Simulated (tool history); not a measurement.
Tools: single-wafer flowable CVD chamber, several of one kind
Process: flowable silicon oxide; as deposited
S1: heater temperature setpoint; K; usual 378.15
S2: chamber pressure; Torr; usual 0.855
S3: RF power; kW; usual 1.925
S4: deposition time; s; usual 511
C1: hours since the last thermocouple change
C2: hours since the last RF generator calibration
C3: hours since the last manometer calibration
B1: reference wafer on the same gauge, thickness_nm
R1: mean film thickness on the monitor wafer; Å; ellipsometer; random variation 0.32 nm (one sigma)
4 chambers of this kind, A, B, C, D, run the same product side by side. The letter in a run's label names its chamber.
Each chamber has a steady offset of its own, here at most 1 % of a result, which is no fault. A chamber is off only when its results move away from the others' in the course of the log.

run,hour,S1,S2,S3,S4,C1,C2,C3,B1,R1
1B,11.9,378.15,0.855,1.925,511,1450.5,571.5,1500.2,292.12,2822.7
2A,25.7,378.15,0.855,1.925,511,1039.4,1156,632.7,292.13,2842.6
3D,33.6,378.15,0.855,1.925,511,330.7,1990.4,1126.9,292.25,2854.5
4C,45.3,378.15,0.855,1.925,511,887.3,126.3,1441.8,292.21,2829.8
5B,53,378.15,0.855,1.925,511,1491.6,612.6,1541.3,292.19,2816
# hour 59: chamber C: capacitance manometer re-zeroed and calibrated
6A,60.3,384.15,0.855,1.925,511,1074,1190.6,667.3,292.3,2335
7D,73.7,384.15,0.855,1.925,511,370.8,2030.5,1167,292.26,2354.6
8C,80.6,384.15,0.855,1.925,511,922.6,161.6,21.6,292.32,2342.9
9A,89.8,384.15,0.855,1.925,511,1103.5,1220.1,696.8,292.38,2334.4
10D,99.4,378.15,0.855,1.8,511,396.5,2056.2,1192.7,292.4,2814
11C,113.2,378.15,0.855,1.8,511,955.2,194.2,54.2,292.48,2797.9
12B,124,378.15,0.855,1.8,511,1562.6,683.6,1612.3,292.52,2776.5
13A,137.1,378.15,0.855,1.8,511,1150.8,1267.4,744.1,292.57,2798.7
14B,150.5,378.15,0.855,1.925,511,1589.1,710.1,1638.8,292.59,2823.9
15C,159.2,378.15,0.855,1.925,511,1001.2,240.2,100.2,292.57,2844.2
16D,170.5,378.15,0.855,1.925,511,467.6,2127.3,1263.8,292.63,2863.6
17D,179.9,378.15,0.855,1.925,511,477,2136.7,1273.2,292.73,2862.4
18B,187.2,378.15,0.855,1.925,511,1625.8,746.8,1675.5,292.72,2824.7
19A,198.7,378.15,0.855,1.925,511,1212.4,1329,805.7,292.78,2847.1
20C,210,382.15,0.855,1.925,511,1052,291,151,292.8,2498.5
21A,217.6,382.15,0.855,1.925,511,1231.3,1347.9,824.6,292.94,2497
22D,231.2,382.15,0.855,1.925,511,528.3,2188,1324.5,292.93,2510.3
# hour 233.6: chamber D: RF generator calibrated
23B,244.6,382.15,0.855,1.925,511,1683.2,804.2,1732.9,293.04,2475.1
24C,258.3,378.15,0.855,1.925,511,1100.3,339.3,199.3,292.98,2844.5
25C,267.7,378.15,0.855,1.925,511,1109.7,348.7,208.7,293,2842.1
26A,274.1,378.15,0.855,1.925,511,1287.8,1404.4,881.1,293.1,2847.7
27B,287.1,378.15,0.855,1.925,511,1725.7,846.7,1775.4,293.22,2831.2
28D,298.5,378.15,0.855,1.925,511,595.6,65,1391.8,293.17,2869
29C,310.3,378.15,0.855,1.925,511,1152.3,391.3,251.3,293.25,2848.7
30D,323.4,378.15,0.855,1.925,511,620.5,89.9,1416.7,293.35,2869.6

All 4 chambers run these settings next. Forecast each chamber's results:
31A,333.8,378.15,0.855,1.925,511,,,,,?
31B,333.8,378.15,0.855,1.925,511,,,,,?
31C,333.8,378.15,0.855,1.925,511,,,,,?
31D,333.8,378.15,0.855,1.925,511,,,,,?

run,R1
31A,2856.4
31B,2829
31C,2844.6
31D,2871.7
